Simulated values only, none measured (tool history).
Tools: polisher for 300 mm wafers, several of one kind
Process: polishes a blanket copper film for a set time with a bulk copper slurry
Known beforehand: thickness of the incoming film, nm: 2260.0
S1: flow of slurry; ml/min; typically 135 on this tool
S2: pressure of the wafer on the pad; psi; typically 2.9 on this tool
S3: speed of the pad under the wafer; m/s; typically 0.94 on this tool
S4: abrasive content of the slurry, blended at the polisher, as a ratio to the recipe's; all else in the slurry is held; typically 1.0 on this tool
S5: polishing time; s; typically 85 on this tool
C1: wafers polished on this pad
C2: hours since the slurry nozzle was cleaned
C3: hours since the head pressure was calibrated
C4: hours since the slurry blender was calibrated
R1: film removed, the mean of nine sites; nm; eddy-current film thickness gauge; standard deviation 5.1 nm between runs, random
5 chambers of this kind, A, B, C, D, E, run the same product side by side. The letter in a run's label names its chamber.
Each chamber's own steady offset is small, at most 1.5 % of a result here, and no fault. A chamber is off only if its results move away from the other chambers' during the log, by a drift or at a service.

run,hour,S1,S2,S3,S4,S5,C1,C2,C3,C4,R1
1B,5.9,135,2.9,0.94,1.0,85,789,385.4,1190.9,120.2,760.42
# hour 7.3: chamber E: head pressure recalibrated
2A,12.4,135,2.9,0.94,1.0,85,222,303.4,881.5,69.9,749.62
3D,17.1,135,2.9,0.94,1.0,85,613,175.0,546.9,26.2,774.43
4E,24.6,135,2.9,0.94,1.0,85,169,620.3,17.3,214.1,759.35
5C,31.8,135,2.0,0.94,1.0,85,429,269.6,1078.3,83.1,520.56
6A,39.4,135,2.0,0.94,1.0,85,388,330.4,908.5,96.9,523.52
7D,43.0,135,2.0,0.94,1.0,85,772,200.9,572.8,52.1,531.05
8C,47.2,135,2.0,0.94,1.0,85,524,285.0,1093.7,98.5,519.75
9E,54.3,135,2.0,0.94,1.0,85,352,650.0,47.0,243.8,521.46
# hour 60.7: chamber A: head pressure recalibrated
10B,62.0,135,2.9,0.94,1.0,85,1133,441.5,1247.0,176.3,757.87
11D,67.7,135,2.9,0.94,1.0,85,924,225.6,597.5,76.8,768.57
# hour 68.2: chamber D: worn pad replaced by a new one
12B,75.7,135,2.9,0.94,1.0,85,1217,455.2,1260.7,190.0,761.19
13E,80.0,135,2.9,0.94,1.0,85,509,675.7,72.7,269.5,761.69
# hour 82.1: chamber B: slurry blender recalibrated
# hour 83.6: chamber B: worn pad replaced by a new one
14C,87.3,135,2.9,0.94,1.0,85,770,325.1,1133.8,138.6,756.35
15A,94.6,135,2.9,0.94,1.0,85,727,385.6,34.0,152.1,749.62
16C,100.5,135,2.9,0.94,1.0,85,851,338.3,1147.0,151.8,757.04
# hour 100.8: chamber E: worn pad replaced by a new one
17A,107.6,135,2.9,0.94,1.0,85,807,398.6,47.0,165.1,750.00
18D,115.7,135,2.9,0.94,0.7,85,291,273.6,645.5,124.8,715.15
19E,121.4,135,2.9,0.94,0.7,85,126,717.1,114.1,310.9,706.78
20B,127.3,135,2.9,0.94,0.7,85,268,506.8,1312.3,45.3,702.12
# hour 131.7: chamber B: head pressure recalibrated
21A,133.2,135,2.9,0.94,0.7,85,964,424.2,72.6,190.7,692.41
22C,141.0,135,2.9,0.94,0.7,85,1099,378.8,1187.5,192.3,695.79
23D,148.3,135,2.9,0.94,1.0,85,491,306.2,678.1,157.4,768.18
# hour 151.8: chamber E: slurry blender recalibrated
# hour 152.1: chamber C: worn pad replaced by a new one
24E,152.4,135,2.9,0.94,1.0,85,317,748.1,145.1,0.7,762.66
25B,158.7,135,2.9,0.94,1.0,85,461,538.2,27.1,76.7,725.56
26A,164.0,135,2.9,0.94,1.0,85,1153,455.0,103.4,221.5,754.19
27D,168.7,135,2.9,0.94,1.0,85,616,326.6,698.5,177.8,758.79
28C,176.7,135,2.9,0.94,1.0,85,151,414.5,1223.2,228.0,767.09
29E,182.9,135,2.9,0.94,1.0,85,504,778.6,175.6,31.2,765.07
30B,188.5,135,2.9,0.94,1.0,58,644,568.0,56.9,106.5,490.53
# hour 192.6: chamber E: worn pad replaced by a new one
31A,193.5,135,2.9,0.94,1.0,58,1334,484.5,132.9,251.0,513.73
# hour 199.7: chamber D: slurry nozzle cleaned
32E,200.5,135,2.9,0.94,1.0,58,48,796.2,193.2,48.8,518.81
33D,206.4,135,2.9,0.94,1.0,58,848,6.7,736.2,215.5,519.79
34C,213.1,135,2.9,0.94,1.0,58,374,450.9,1259.6,264.4,519.54
35B,220.5,135,2.9,0.94,1.0,85,840,600.0,88.9,138.5,725.69
36D,225.9,135,2.9,0.94,1.0,85,967,26.2,755.7,235.0,774.18
37A,229.9,135,2.9,0.94,1.0,85,1557,520.9,169.3,287.4,754.85

Next, all 5 chambers run the settings below, one line each with question marks for the results. What does each chamber give?
38A,235.7,135,2.9,0.94,1.0,85,,,,,?
38B,235.7,135,2.9,0.94,1.0,85,,,,,?
38C,235.7,135,2.9,0.94,1.0,85,,,,,?
38D,235.7,135,2.9,0.94,1.0,85,,,,,?
38E,235.7,135,2.9,0.94,1.0,85,,,,,?

run,R1
38A,750.43
38B,726.83
38C,761.69
38D,767.79
38E,758.64

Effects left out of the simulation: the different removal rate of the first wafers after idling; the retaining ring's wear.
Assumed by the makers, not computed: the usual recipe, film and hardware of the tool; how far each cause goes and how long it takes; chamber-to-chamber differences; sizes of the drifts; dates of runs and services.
